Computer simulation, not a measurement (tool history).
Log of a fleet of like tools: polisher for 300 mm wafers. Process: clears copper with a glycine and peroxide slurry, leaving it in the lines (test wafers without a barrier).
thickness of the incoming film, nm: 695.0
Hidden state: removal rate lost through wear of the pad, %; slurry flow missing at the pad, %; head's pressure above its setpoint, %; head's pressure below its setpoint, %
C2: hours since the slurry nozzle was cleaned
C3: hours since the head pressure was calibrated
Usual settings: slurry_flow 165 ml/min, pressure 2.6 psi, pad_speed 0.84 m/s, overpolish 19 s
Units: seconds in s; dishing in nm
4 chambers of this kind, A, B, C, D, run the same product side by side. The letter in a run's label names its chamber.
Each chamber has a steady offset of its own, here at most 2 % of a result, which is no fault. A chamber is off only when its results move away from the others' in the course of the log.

Run 1B, hour 9.4: usual settings; wafers polished on this pad 394; C2 646.9; C3 353.5. Result: seconds 137.57 s, dishing 23.195 nm.
Run 2A, hour 14.8: usual settings; wafers polished on this pad 434; C2 549.9; C3 245.9. Result: seconds 139.76 s, dishing 23.116 nm.
Run 3D, hour 22.0: usual settings; wafers polished on this pad 451; C2 56.5; C3 307.1. Result: seconds 140.95 s, dishing 22.592 nm.
Run 4C, hour 29.2: usual settings; wafers polished on this pad 221; C2 172.5; C3 542.9. Result: seconds 141.11 s, dishing 22.996 nm.
At hour 34.9: chamber A: worn pad replaced by a new one.
Run 5D, hour 37.4: usual settings; wafers polished on this pad 558; C2 71.9; C3 322.5. Result: seconds 138.21 s, dishing 23.047 nm.
Run 6A, hour 42.3: usual settings; wafers polished on this pad 51; C2 577.4; C3 273.4. Result: seconds 142.52 s, dishing 23.472 nm.
Run 7B, hour 49.3: usual settings; wafers polished on this pad 672; C2 686.8; C3 393.4. Result: seconds 139.72 s, dishing 23.141 nm.
Run 8C, hour 59.7: usual settings; wafers polished on this pad 434; C2 203.0; C3 573.4. Result: seconds 143.31 s, dishing 22.526 nm.
Run 9D, hour 69.5: usual settings; wafers polished on this pad 782; C2 104.0; C3 354.6. Result: seconds 143.22 s, dishing 23.009 nm.
Run 10B, hour 75.7: usual settings; wafers polished on this pad 856; C2 713.2; C3 419.8. Result: seconds 141.08 s, dishing 22.953 nm.
At hour 80.2: chamber D: worn pad replaced by a new one.
Run 11A, hour 85.1: usual settings; wafers polished on this pad 350; C2 620.2; C3 316.2. Result: seconds 140.26 s, dishing 22.967 nm.
At hour 89.8: chamber A: head pressure recalibrated.
Run 12C, hour 91.7: usual settings; wafers polished on this pad 657; C2 235.0; C3 605.4. Result: seconds 142.53 s, dishing 23.320 nm.
At hour 94.2: chamber C: worn pad replaced by a new one.
Run 13B, hour 97.5: usual settings but pressure 3.4 psi, pad_speed 0.60 m/s; wafers polished on this pad 1008; C2 735.0; C3 441.6. Result: seconds 148.66 s, dishing 23.346 nm.
Run 14A, hour 105.1: usual settings but pressure 3.4 psi, pad_speed 0.60 m/s; wafers polished on this pad 489; C2 640.2; C3 15.3. Result: seconds 148.93 s, dishing 23.052 nm.
At hour 109.1: chamber A: worn pad replaced by a new one.
Run 15C, hour 114.3: usual settings but pressure 3.4 psi, pad_speed 0.60 m/s; wafers polished on this pad 140; C2 257.6; C3 628.0. Result: seconds 145.95 s, dishing 23.029 nm.
Run 16D, hour 122.8: usual settings but pressure 3.4 psi, pad_speed 0.60 m/s; wafers polished on this pad 297; C2 157.3; C3 407.9. Result: seconds 144.42 s, dishing 23.679 nm.
Run 17C, hour 131.6: usual settings; wafers polished on this pad 261; C2 274.9; C3 645.3. Result: seconds 142.67 s, dishing 22.968 nm.
At hour 134.9: chamber B: slurry nozzle cleaned.
Run 18B, hour 139.0: usual settings; wafers polished on this pad 1298; C2 4.1; C3 483.1. Result: seconds 145.33 s, dishing 22.944 nm.
At hour 142.1: chamber B: worn pad replaced by a new one.
Run 19D, hour 148.9: usual settings; wafers polished on this pad 479; C2 183.4; C3 434.0. Result: seconds 141.57 s, dishing 23.188 nm.
Run 20A, hour 158.0: usual settings; wafers polished on this pad 341; C2 693.1; C3 68.2. Result: seconds 139.52 s, dishing 23.217 nm.
Run 21A, hour 162.9: usual settings but pad_speed 0.58 m/s, overpolish 30 s; wafers polished on this pad 375; C2 698.0; C3 73.1. Result: seconds 187.21 s, dishing 24.745 nm.
Run 22B, hour 172.0: usual settings but pad_speed 0.58 m/s, overpolish 30 s; wafers polished on this pad 208; C2 37.1; C3 516.1. Result: seconds 191.46 s, dishing 24.870 nm.
Run 23C, hour 180.3: usual settings but pad_speed 0.58 m/s, overpolish 30 s; wafers polished on this pad 600; C2 323.6; C3 694.0. Result: seconds 188.57 s, dishing 24.487 nm.
At hour 183.5: chamber C: worn pad replaced by a new one.
At hour 185.1: chamber D: worn pad replaced by a new one.
Run 24D, hour 190.6: usual settings but pad_speed 0.58 m/s, overpolish 30 s; wafers polished on this pad 38; C2 225.1; C3 475.7. Result: seconds 184.50 s, dishing 24.957 nm.
Run 25D, hour 196.7: usual settings; wafers polished on this pad 81; C2 231.2; C3 481.8. Result: seconds 137.45 s, dishing 23.362 nm.
At hour 200.3: chamber A: worn pad replaced by a new one.
Run 26A, hour 206.4: usual settings; wafers polished on this pad 42; C2 741.5; C3 116.6. Result: seconds 142.99 s, dishing 22.711 nm.
Run 27C, hour 214.5: usual settings; wafers polished on this pad 216; C2 357.8; C3 728.2. Result: seconds 137.51 s, dishing 22.512 nm.
Run 28B, hour 223.7: usual settings; wafers polished on this pad 569; C2 88.8; C3 567.8. Result: seconds 152.87 s, dishing 23.495 nm.
Run 29C, hour 230.2: usual settings; wafers polished on this pad 326; C2 373.5; C3 743.9. Result: seconds 140.38 s, dishing 22.654 nm.

Is one chamber off against the others, does the gauge drift, or is nothing wrong? If a chamber is off, say which, and what the likeliest cause is.

Chamber B drifts away from the others.
Cause: head's pressure below its setpoint, % = 9.45.

Here are 4 candidates for chamber B's next run, each the usual settings with a change, their results left as question marks. Which one brings its results back in line with what the others give on the usual settings?
In line means no further than this from the other chambers' mean on the usual settings: seconds 7.00 s; dishing 0.980 nm
Run 30B-1, hour 237.6: usual settings but pressure 2.7 psi, pad_speed 0.88 m/s, overpolish 18 s. Result: seconds ?, dishing ?.
Run 30B-2, hour 237.6: usual settings but slurry_flow 160 ml/min, pressure 2.4 psi, pad_speed 0.74 m/s, overpolish 21 s. Result: seconds ?, dishing ?.
Run 30B-3, hour 237.6: usual settings but slurry_flow 170 ml/min, pressure 2.9 psi, pad_speed 0.94 m/s, overpolish 18 s. Result: seconds ?, dishing ?.
Run 30B-4, hour 237.6: usual settings but pressure 2.5 psi, pad_speed 0.80 m/s, overpolish 20 s. Result: seconds ?, dishing ?.

The other chambers' mean on the usual settings: seconds 140.68 s; dishing 23.015 nm
  run  seconds  dishing
30B-1   142.21   22.908
30B-2   177.60   23.316
30B-3   127.10   23.020
30B-4   162.04   23.196
30B-1 brings the chamber back in line.
